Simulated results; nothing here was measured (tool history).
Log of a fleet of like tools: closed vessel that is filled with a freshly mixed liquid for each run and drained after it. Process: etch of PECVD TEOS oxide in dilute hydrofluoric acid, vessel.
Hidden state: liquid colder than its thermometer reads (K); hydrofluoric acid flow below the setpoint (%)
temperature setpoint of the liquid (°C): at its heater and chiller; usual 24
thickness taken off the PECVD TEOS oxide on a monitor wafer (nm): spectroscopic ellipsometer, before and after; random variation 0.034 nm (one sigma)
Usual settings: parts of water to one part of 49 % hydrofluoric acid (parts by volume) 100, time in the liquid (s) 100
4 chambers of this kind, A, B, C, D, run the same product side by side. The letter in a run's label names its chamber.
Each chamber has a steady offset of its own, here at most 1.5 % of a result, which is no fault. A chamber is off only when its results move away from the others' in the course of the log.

| run | day | temperature setpoint of the liquid (°C) | parts of water to one part of 49 % hydrofluoric acid (parts by volume) | time in the liquid (s) | hours since the thermometer was replaced | hours since the hydrofluoric acid flow meter was replaced | read-back film thickness of the PECVD TEOS oxide reference wafer, read on the same gauge (nm) | thickness taken off the PECVD TEOS oxide on a monitor wafer (nm) |
|---|---|---|---|---|---|---|---|---|
| 1B | 0.129 | 24 | 100 | 100 | 384.4 | 1411.2 | 119.99 | 8.5285 |
| 2C | 0.279 | 24 | 100 | 100 | 642.6 | 192.6 | 119.97 | 8.544 |
| 3D | 0.45 | 24 | 100 | 100 | 16.2 | 454.7 | 120 | 8.4266 |
| 4A | 0.646 | 24 | 100 | 100 | 486 | 204.4 | 119.99 | 8.5917 |
| 5C | 0.792 | 24 | 100 | 100 | 654.9 | 204.9 | 119.99 | 8.5584 |
| 6B | 0.917 | 24 | 100 | 100 | 403.3 | 1430.1 | 119.97 | 8.5384 |
| 7A | 1.05 | 24 | 100 | 100 | 495.7 | 214.1 | 119.97 | 8.606 |
| 8D | 1.196 | 24 | 100 | 100 | 34.1 | 472.6 | 119.97 | 8.4548 |
| 9C | 1.312 | 24 | 75 | 135 | 667.4 | 217.4 | 120.05 | 15.837 |
| 10A | 1.429 | 24 | 75 | 135 | 504.8 | 223.2 | 119.97 | 15.9 |
| 11B | 1.546 | 24 | 75 | 135 | 418.4 | 1445.2 | 120 | 15.88 |
| 12D | 1.662 | 24 | 75 | 135 | 45.3 | 483.8 | 120.04 | 15.756 |
| 13B | 1.833 | 24 | 100 | 100 | 425.3 | 1452.1 | 120.01 | 8.6082 |
| 14A | 1.971 | 24 | 100 | 100 | 517.8 | 236.2 | 119.99 | 8.4897 |
| 15C | 2.1 | 24 | 80 | 140 | 686.3 | 236.3 | 119.95 | 15.295 |
| 16D | 2.267 | 24 | 80 | 140 | 59.8 | 498.3 | 120.03 | 15.135 |
| 17A | 2.433 | 24 | 80 | 140 | 528.9 | 247.3 | 120.01 | 15.185 |
| 18C | 2.633 | 24 | 80 | 140 | 699.1 | 249.1 | 120.04 | 15.403 |
| 19D | 2.838 | 24 | 100 | 100 | 73.5 | 512 | 119.98 | 8.3819 |
| 20B | 2.929 | 24 | 100 | 100 | 451.6 | 1478.4 | 120.01 | 8.4908 |
| 21B | 3.054 | 24 | 100 | 100 | 454.6 | 1481.4 | 119.98 | 8.5568 |
| 22C | 3.238 | 24 | 100 | 100 | 713.6 | 263.6 | 120 | 8.6107 |
| 23A | 3.333 | 21.5 | 55 | 100 | 550.5 | 268.9 | 119.92 | 14.453 |
| 24D | 3.542 | 21.5 | 55 | 100 | 90.4 | 528.9 | 120.03 | 14.809 |
| 25B | 3.725 | 21.5 | 55 | 100 | 470.7 | 1497.5 | 120.02 | 14.929 |
| 26C | 3.821 | 21.5 | 55 | 100 | 727.6 | 277.6 | 119.97 | 14.854 |
| 27D | 4.008 | 24 | 100 | 100 | 101.6 | 540.1 | 119.97 | 8.442 |
| 28A | 4.15 | 24 | 100 | 100 | 570.1 | 288.5 | 120.02 | 8.3449 |
| 29A | 4.312 | 24 | 100 | 100 | 574 | 292.4 | 119.98 | 8.324 |
| 30C | 4.488 | 24 | 145 | 160 | 743.6 | 293.6 | 120.01 | 8.9154 |
| 31D | 4.617 | 24 | 145 | 160 | 116.2 | 554.7 | 120 | 8.8102 |
| 32B | 4.758 | 24 | 145 | 160 | 495.5 | 1522.3 | 119.99 | 8.8978 |
| 33B | 4.871 | 24 | 145 | 160 | 498.2 | 1525 | 120.01 | 8.897 |
| 34A | 5 | 24 | 140 | 100 | 590.5 | 308.9 | 119.98 | 5.5918 |
| 35D | 5.092 | 24 | 140 | 100 | 127.6 | 566.1 | 120 | 5.7241 |
| 36C | 5.238 | 24 | 140 | 100 | 761.6 | 311.6 | 119.95 | 5.8395 |
| 37C | 5.346 | 24 | 140 | 100 | 764.2 | 314.2 | 120.04 | 5.7967 |
| 38A | 5.442 | 24 | 100 | 100 | 601.1 | 319.5 | 120.03 | 8.1681 |
| 39D | 5.617 | 20 | 100 | 100 | 140.2 | 578.7 | 120 | 7.1539 |
| 40B | 5.754 | 20 | 100 | 100 | 519.4 | 1546.2 | 120.02 | 7.2542 |
| 41C | 5.892 | 20 | 100 | 100 | 777.3 | 327.3 | 120.01 | 7.2492 |
| 42A | 6.012 | 20 | 100 | 100 | 614.8 | 333.2 | 120.02 | 6.8384 |

Next, every chamber runs the same settings. What will each give?
| 43A | 6.158 | 24 | 125 | 100 |  |  |  | ? |
| 43B | 6.158 | 24 | 125 | 100 |  |  |  | ? |
| 43C | 6.158 | 24 | 125 | 100 |  |  |  | ? |
| 43D | 6.158 | 24 | 125 | 100 |  |  |  | ? |

| run | thickness taken off the PECVD TEOS oxide on a monitor wafer (nm) |
|---|---|
| 43A | 6.2802 |
| 43B | 6.6185 |
| 43C | 6.6496 |
| 43D | 6.5234 |
